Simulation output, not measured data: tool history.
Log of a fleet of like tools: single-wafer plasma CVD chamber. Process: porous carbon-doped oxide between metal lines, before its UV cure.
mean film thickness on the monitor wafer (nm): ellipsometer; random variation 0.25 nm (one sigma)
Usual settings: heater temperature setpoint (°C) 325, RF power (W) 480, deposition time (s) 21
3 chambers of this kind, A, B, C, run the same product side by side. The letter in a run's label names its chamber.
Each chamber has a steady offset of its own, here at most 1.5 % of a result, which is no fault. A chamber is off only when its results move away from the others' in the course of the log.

| run | hour | heater temperature setpoint (°C) | RF power (W) | deposition time (s) | hours since the last thermocouple change | hours since the last RF generator calibration | read-back reference wafer on the same gauge, thickness_nm | mean film thickness on the monitor wafer (nm) |
|---|---|---|---|---|---|---|---|---|
| 1A | 10.1 | 325 | 480 | 21 | 676.4 | 1817.8 | 103.92 | 98.175 |
| 2B | 23 | 325 | 480 | 21 | 2028.5 | 1661.5 | 103.95 | 97.731 |
| 3C | 33.4 | 325 | 480 | 21 | 59.8 | 849.4 | 103.86 | 99.21 |
| 4A | 41.4 | 325 | 480 | 21 | 707.7 | 1849.1 | 103.91 | 98.348 |
| 5C | 51.4 | 325 | 480 | 21 | 77.8 | 867.4 | 103.93 | 99.069 |
| 6B | 58.6 | 325 | 480 | 21 | 2064.1 | 1697.1 | 103.89 | 97.295 |
| 7C | 66.8 | 325 | 480 | 21 | 93.2 | 882.8 | 103.88 | 98.681 |
| 8A | 74.3 | 325 | 480 | 21 | 740.6 | 1882 | 103.88 | 98.77 |
|  | 76.5 | chamber C: RF generator calibrated |
| 9B | 86.6 | 325 | 480 | 21 | 2092.1 | 1725.1 | 103.9 | 97.05 |
|  | 91.4 | chamber B: RF generator calibrated |
| 10C | 101.2 | 325 | 480 | 21 | 127.6 | 24.8 | 103.89 | 99.137 |
| 11A | 110.3 | 325 | 480 | 21 | 776.6 | 1918 | 103.9 | 98.307 |
| 12B | 122.7 | 325 | 405 | 19.4 | 2128.2 | 31.4 | 103.83 | 79.389 |
| 13B | 135.2 | 325 | 405 | 19.4 | 2140.7 | 43.9 | 103.82 | 79.381 |
| 14A | 143 | 325 | 405 | 19.4 | 809.3 | 1950.7 | 103.95 | 80.537 |
| 15C | 158.5 | 325 | 480 | 21 | 184.9 | 82.1 | 103.96 | 99.339 |
| 16B | 169.7 | 325 | 480 | 21 | 2175.2 | 78.4 | 103.83 | 97.572 |
| 17A | 178.3 | 325 | 480 | 21 | 844.6 | 1986 | 103.9 | 98.368 |
| 18C | 192.6 | 325 | 450 | 21 | 219 | 116.2 | 103.93 | 95.046 |
| 19A | 199.8 | 325 | 450 | 21 | 866.1 | 2007.5 | 103.86 | 94.017 |
| 20C | 206.8 | 325 | 450 | 21 | 233.2 | 130.4 | 103.89 | 94.91 |
| 21B | 222.1 | 325 | 480 | 21 | 2227.6 | 130.8 | 103.96 | 96.98 |
| 22C | 229.8 | 318 | 480 | 21 | 256.2 | 153.4 | 103.93 | 102.33 |
| 23A | 242.3 | 318 | 480 | 21 | 908.6 | 2050 | 103.93 | 101.86 |
| 24B | 256.5 | 318 | 480 | 21 | 2262 | 165.2 | 103.92 | 100.46 |
| 25C | 266.8 | 325 | 480 | 21 | 293.2 | 190.4 | 103.89 | 99.526 |
| 26B | 280.9 | 325 | 480 | 19.6 | 2286.4 | 189.6 | 103.93 | 91.063 |
| 27A | 293.9 | 325 | 480 | 19.6 | 960.2 | 2101.6 | 103.93 | 91.68 |
| 28B | 303.6 | 325 | 480 | 19.6 | 2309.1 | 212.3 | 103.91 | 90.763 |
| 29A | 313.4 | 325 | 480 | 21 | 979.7 | 2121.1 | 103.85 | 97.823 |
| 30C | 323.7 | 325 | 480 | 21 | 350.1 | 247.3 | 103.91 | 99.421 |
| 31B | 335.2 | 325 | 480 | 21 | 2340.7 | 243.9 | 103.97 | 97.279 |
| 32A | 344.4 | 325 | 480 | 21 | 1010.7 | 2152.1 | 103.95 | 98.307 |
| 33C | 351.1 | 325 | 480 | 21 | 377.5 | 274.7 | 103.86 | 99.146 |
| 34C | 360.3 | 318 | 480 | 21 | 386.7 | 283.9 | 103.83 | 102.45 |
| 35A | 372 | 318 | 480 | 21 | 1038.3 | 2179.7 | 103.89 | 101.92 |
|  | 377.4 | chamber A: thermocouple changed; heater temperature recalibrated |
| 36B | 379.9 | 318 | 480 | 21 | 2385.4 | 288.6 | 103.98 | 100.49 |
| 37A | 386.6 | 325 | 480 | 21 | 9.3 | 2194.3 | 103.89 | 98.688 |
| 38C | 396.9 | 325 | 480 | 21 | 423.3 | 320.5 | 103.87 | 98.841 |
| 39B | 408.2 | 325 | 480 | 21 | 2413.7 | 316.9 | 103.98 | 96.994 |
| 40B | 416.6 | 325 | 480 | 21 | 2422.1 | 325.3 | 103.91 | 97.602 |
| 41C | 427.3 | 325 | 480 | 21 | 453.7 | 350.9 | 103.94 | 99.372 |
| 42A | 437.8 | 325 | 480 | 21 | 60.5 | 2245.5 | 103.92 | 98.178 |
| 43C | 450.7 | 325 | 480 | 21 | 477.1 | 374.3 | 103.85 | 99.024 |

All 3 chambers run these settings next. Forecast each chamber's results:
| 44A | 461.9 | 325 | 480 | 21 |  |  |  | ? |
| 44B | 461.9 | 325 | 480 | 21 |  |  |  | ? |
| 44C | 461.9 | 325 | 480 | 21 |  |  |  | ? |

| run | mean film thickness on the monitor wafer (nm) |
|---|---|
| 44A | 98.161 |
| 44B | 97.29 |
| 44C | 99.39 |
